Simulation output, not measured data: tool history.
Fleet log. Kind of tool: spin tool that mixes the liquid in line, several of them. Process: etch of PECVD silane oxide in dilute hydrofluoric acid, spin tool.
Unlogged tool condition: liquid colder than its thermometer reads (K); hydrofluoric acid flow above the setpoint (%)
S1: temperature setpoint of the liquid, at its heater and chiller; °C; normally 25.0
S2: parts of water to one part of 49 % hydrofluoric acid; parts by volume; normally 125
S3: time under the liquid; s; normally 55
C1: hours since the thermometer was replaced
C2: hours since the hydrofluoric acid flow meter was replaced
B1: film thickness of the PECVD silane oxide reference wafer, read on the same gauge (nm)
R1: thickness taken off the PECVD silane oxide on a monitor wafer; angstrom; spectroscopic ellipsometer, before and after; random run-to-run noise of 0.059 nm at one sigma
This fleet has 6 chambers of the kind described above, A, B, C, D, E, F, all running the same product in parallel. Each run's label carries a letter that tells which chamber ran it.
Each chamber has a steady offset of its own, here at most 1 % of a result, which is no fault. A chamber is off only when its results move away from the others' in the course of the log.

run   hour    S1   S2  S3      C1      C2      B1      R1
 1A    5.5  25.0  125  55  1206.8   405.6  40.006  75.553
 2E   11.5  25.0  125  55  1629.0   131.3  39.990  75.632
 3C   18.9  25.0  125  55  1737.4   411.4  39.956  75.928
 4B   28.7  25.0  125  55    64.1   113.4  39.992  75.230
 5F   36.4  25.0  125  55   588.7   517.7  40.020  75.900
 6D   43.3  25.0  125  55  1263.1   827.7  39.965  75.899
 7C   52.3  25.0  125  55  1770.8   444.8  39.966  76.907
      55.2  -- chamber C: hydrofluoric acid flow meter replaced
 8E   61.3  25.0  125  55  1678.8   181.1  39.996  75.675
      65.8  -- chamber D: thermometer replaced
 9F   67.9  25.0  125  55   620.2   549.2  40.013  75.320
10A   77.3  25.0  125  55  1278.6   477.4  39.988  76.001
11B   87.1  22.5  125  55   122.5   171.8  40.022  68.952
12D   96.4  22.5  125  55    30.7   880.8  40.003  69.366
13D  101.1  22.5  125  55    35.4   885.5  40.018  70.083
14C  111.0  22.5  125  55  1829.5    55.9  39.985  67.944
15E  120.0  22.5  125  55  1737.5   239.8  39.995  68.794
16F  126.2  22.5  125  55   678.5   607.5  40.001  69.212
17B  132.0  25.0  125  55   167.4   216.7  40.009  74.662
18A  141.1  25.0  125  55  1342.4   541.2  40.013  76.708
19D  149.4  25.0  125  40    83.7   933.8  40.006  56.607
20B  154.6  25.0  125  40   190.0   239.3  39.973  54.358
21F  162.5  25.0  125  40   714.8   643.8  40.034  55.174
22E  168.1  25.0  125  40  1785.6   287.9  39.999  54.935
23A  173.9  25.0  125  40  1375.2   574.0  40.021  54.853
24C  180.9  25.0  125  40  1899.4   125.8  39.983  55.208
25E  189.1  25.0  125  55  1806.6   308.9  39.972  75.125
26C  196.2  25.0  125  55  1914.7   141.1  40.032  75.983
27A  205.5  25.0  125  55  1406.8   605.6  40.008  76.654
28F  214.3  25.0  125  55   766.6   695.6  40.015  75.762
29D  220.9  25.0  125  25   155.2  1005.3  39.996  35.860
30B  226.2  25.0  125  25   261.6   310.9  40.016  34.331
31C  235.8  25.0  125  25  1954.3   180.7  39.973  34.231
32F  242.8  25.0  125  25   795.1   724.1  39.990  35.040
33A  248.1  25.0  125  25  1449.4   648.2  40.016  34.520
34D  252.8  25.0  125  25   187.1  1037.2  39.975  37.177
35E  260.8  25.0  125  55  1878.3   380.6  39.968  75.341
36B  270.0  25.0  125  55   305.4   354.7  40.010  74.856
37B  276.1  25.0  125  55   311.5   360.8  40.015  74.484
38E  284.4  25.0  125  55  1901.9   404.2  40.011  75.545
39A  291.0  25.0  125  55  1492.3   691.1  40.025  75.693
40F  296.4  25.0  125  55   848.7   777.7  39.961  76.210
41C  303.8  25.0  125  55  2022.3   248.7  40.015  76.073

One chamber off, gauge drift, or nothing amiss beyond the chambers' own small offsets? If it is a chamber, which one, and what is the likeliest cause?

It is chamber D that slowly wanders off from its peers.
Likeliest cause: hydrofluoric acid flow above the setpoint (%) = 6.57.
Not necessarily distinguishable in this log from: liquid hotter than its thermometer reads (K).

Which of the 4 candidates below, each the usual settings with something changed and its results left as question marks, puts chamber D back in line with what the other chambers give on the usual settings?
Maximum distance from the other chambers' mean on the usual settings for a result to count as in line: R1 2.100 angstrom
42D-1  310.9  28.5  125  55               ?
42D-2  310.9  24.5  140  55               ?
42D-3  310.9  27.0  125  55               ?
42D-4  310.9  25.0  135  55               ?

On the usual settings, the other chambers give on average: R1 75.604 angstrom
  run      R1
42D-1  92.932
42D-2  69.850
42D-3  87.750
42D-4  74.295
42D-4 is the one that brings the chamber's results back in line with the other chambers.
